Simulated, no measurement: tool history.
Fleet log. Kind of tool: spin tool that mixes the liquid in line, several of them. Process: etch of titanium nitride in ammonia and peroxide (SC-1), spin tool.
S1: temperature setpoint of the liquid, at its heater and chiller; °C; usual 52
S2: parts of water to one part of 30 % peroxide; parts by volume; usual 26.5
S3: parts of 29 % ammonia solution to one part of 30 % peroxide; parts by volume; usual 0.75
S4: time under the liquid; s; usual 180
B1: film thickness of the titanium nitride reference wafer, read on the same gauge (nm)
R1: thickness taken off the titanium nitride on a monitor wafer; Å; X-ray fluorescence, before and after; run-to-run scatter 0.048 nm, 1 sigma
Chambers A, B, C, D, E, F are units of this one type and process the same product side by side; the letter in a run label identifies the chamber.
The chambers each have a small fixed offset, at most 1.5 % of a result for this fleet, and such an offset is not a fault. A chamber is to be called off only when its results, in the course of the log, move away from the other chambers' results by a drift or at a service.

| run | hour | S1 | S2 | S3 | S4 | B1 | R1 |
|---|---|---|---|---|---|---|---|
| 1C | 9.4 | 52 | 26.5 | 0.75 | 180 | 60.008 | 59.849 |
|  | 18.6 | chamber B: new drum of ammonia solution connected |
| 2B | 19.3 | 52 | 26.5 | 0.75 | 180 | 60.007 | 60.501 |
| 3F | 27.3 | 52 | 26.5 | 0.75 | 180 | 60 | 59.028 |
|  | 28 | chamber E: thermometer replaced |
| 4E | 37.9 | 52 | 26.5 | 0.75 | 180 | 59.992 | 59.66 |
| 5D | 43.3 | 52 | 26.5 | 0.75 | 180 | 59.995 | 59.732 |
|  | 53.9 | chamber F: new drum of ammonia solution connected |
| 6A | 53.9 | 47.5 | 26.5 | 0.75 | 95 | 60 | 22.871 |
|  | 61.1 | chamber F: heated supply line repaired |
| 7F | 61.3 | 47.5 | 26.5 | 0.75 | 95 | 59.985 | 23.437 |
| 8E | 69.1 | 47.5 | 26.5 | 0.75 | 95 | 60.006 | 23.301 |
| 9D | 75 | 47.5 | 26.5 | 0.75 | 95 | 60.017 | 22.7 |
|  | 79.4 | chamber A: ammonia flow meter replaced |
| 10A | 85.7 | 47.5 | 26.5 | 0.75 | 95 | 59.991 | 23.493 |
| 11C | 94 | 47.5 | 26.5 | 0.75 | 95 | 60.001 | 23.277 |
| 12B | 99.1 | 52 | 26.5 | 0.75 | 180 | 60 | 61.011 |
| 13D | 105.7 | 56.5 | 26.5 | 0.75 | 250 | 59.983 | 111.52 |
| 14B | 115.8 | 56.5 | 26.5 | 0.75 | 250 | 59.997 | 113.29 |
| 15A | 126.5 | 56.5 | 26.5 | 0.75 | 250 | 59.989 | 110.51 |
| 16F | 133.2 | 56.5 | 26.5 | 0.75 | 250 | 59.992 | 111.62 |
| 17E | 140.5 | 56.5 | 26.5 | 0.75 | 250 | 59.984 | 112.11 |
| 18C | 146.7 | 56.5 | 26.5 | 0.75 | 250 | 60.006 | 112.42 |
| 19E | 156.7 | 52 | 26.5 | 0.75 | 180 | 59.994 | 57.536 |
| 20A | 166.9 | 52 | 26.5 | 0.95 | 260 | 60.003 | 90.208 |
| 21C | 176.6 | 52 | 26.5 | 0.95 | 260 | 60.013 | 91.011 |
| 22B | 185.4 | 52 | 26.5 | 0.95 | 260 | 59.985 | 91.288 |
| 23D | 191.7 | 52 | 26.5 | 0.95 | 260 | 59.985 | 90.494 |
| 24F | 198.8 | 52 | 26.5 | 0.95 | 260 | 59.976 | 90.742 |
|  | 205 | chamber D: new drum of ammonia solution connected |
|  | 205.4 | chamber B: ammonia flow meter replaced |
| 25A | 209.7 | 52 | 26.5 | 0.95 | 260 | 60.009 | 88.034 |
| 26C | 219.1 | 52 | 26.5 | 0.75 | 180 | 60.007 | 60.099 |
| 27B | 226 | 52 | 26.5 | 0.75 | 180 | 59.986 | 59.523 |
| 28E | 232.7 | 52 | 26.5 | 0.75 | 180 | 60.011 | 55.599 |
| 29D | 242.7 | 52 | 26.5 | 0.75 | 180 | 60.015 | 59.313 |
| 30F | 250.1 | 52 | 26.5 | 0.75 | 180 | 59.986 | 60.141 |
| 31F | 255.9 | 52 | 26.5 | 0.75 | 180 | 59.998 | 58.953 |
| 32C | 262.3 | 52 | 26.5 | 0.75 | 180 | 59.99 | 60.733 |
| 33D | 268.7 | 52 | 26.5 | 0.75 | 180 | 60.001 | 58.832 |
| 34E | 277.2 | 52 | 26.5 | 0.75 | 180 | 59.987 | 54.936 |
| 35B | 282.4 | 52 | 26.5 | 0.75 | 180 | 60.005 | 60.094 |
| 36A | 287.9 | 52 | 26.5 | 0.75 | 180 | 60.012 | 59.174 |
| 37B | 293.2 | 52 | 39 | 0.75 | 235 | 60.012 | 63.626 |

What goes on in this fleet: one chamber off, a drifting gauge, or nothing beyond the chambers' own small offsets? Name the chamber and the cause, if any.

Chamber E drifts away from the others.
Most likely cause: temperature lost on the way to the wafer (K) = 1.69.
The log may not tell that from: liquid colder than its thermometer reads (K).

Which of the 4 candidates below, each the usual settings with something changed and its results left as question marks, puts chamber E back in line with what the other chambers give on the usual settings?
In-line tolerance around the mean of the other chambers on the usual settings: R1 1.7 Å
| 38E-1 | 301.2 | 52.5 | 26 | 0.75 | 180 |  | ? |
| 38E-2 | 301.2 | 50.5 | 27 | 0.75 | 180 |  | ? |
| 38E-3 | 301.2 | 52 | 26.5 | 0.6 | 180 |  | ? |
| 38E-4 | 301.2 | 52 | 25.5 | 0.75 | 195 |  | ? |

The other chambers' mean on the usual settings: R1 59.754 Å
| run | R1 |
|---|---|
| 38E-1 | 55.852 |
| 38E-2 | 47.57 |
| 38E-3 | 51.185 |
| 38E-4 | 59.075 |
With 38E-4, the chamber falls back in line with the rest.

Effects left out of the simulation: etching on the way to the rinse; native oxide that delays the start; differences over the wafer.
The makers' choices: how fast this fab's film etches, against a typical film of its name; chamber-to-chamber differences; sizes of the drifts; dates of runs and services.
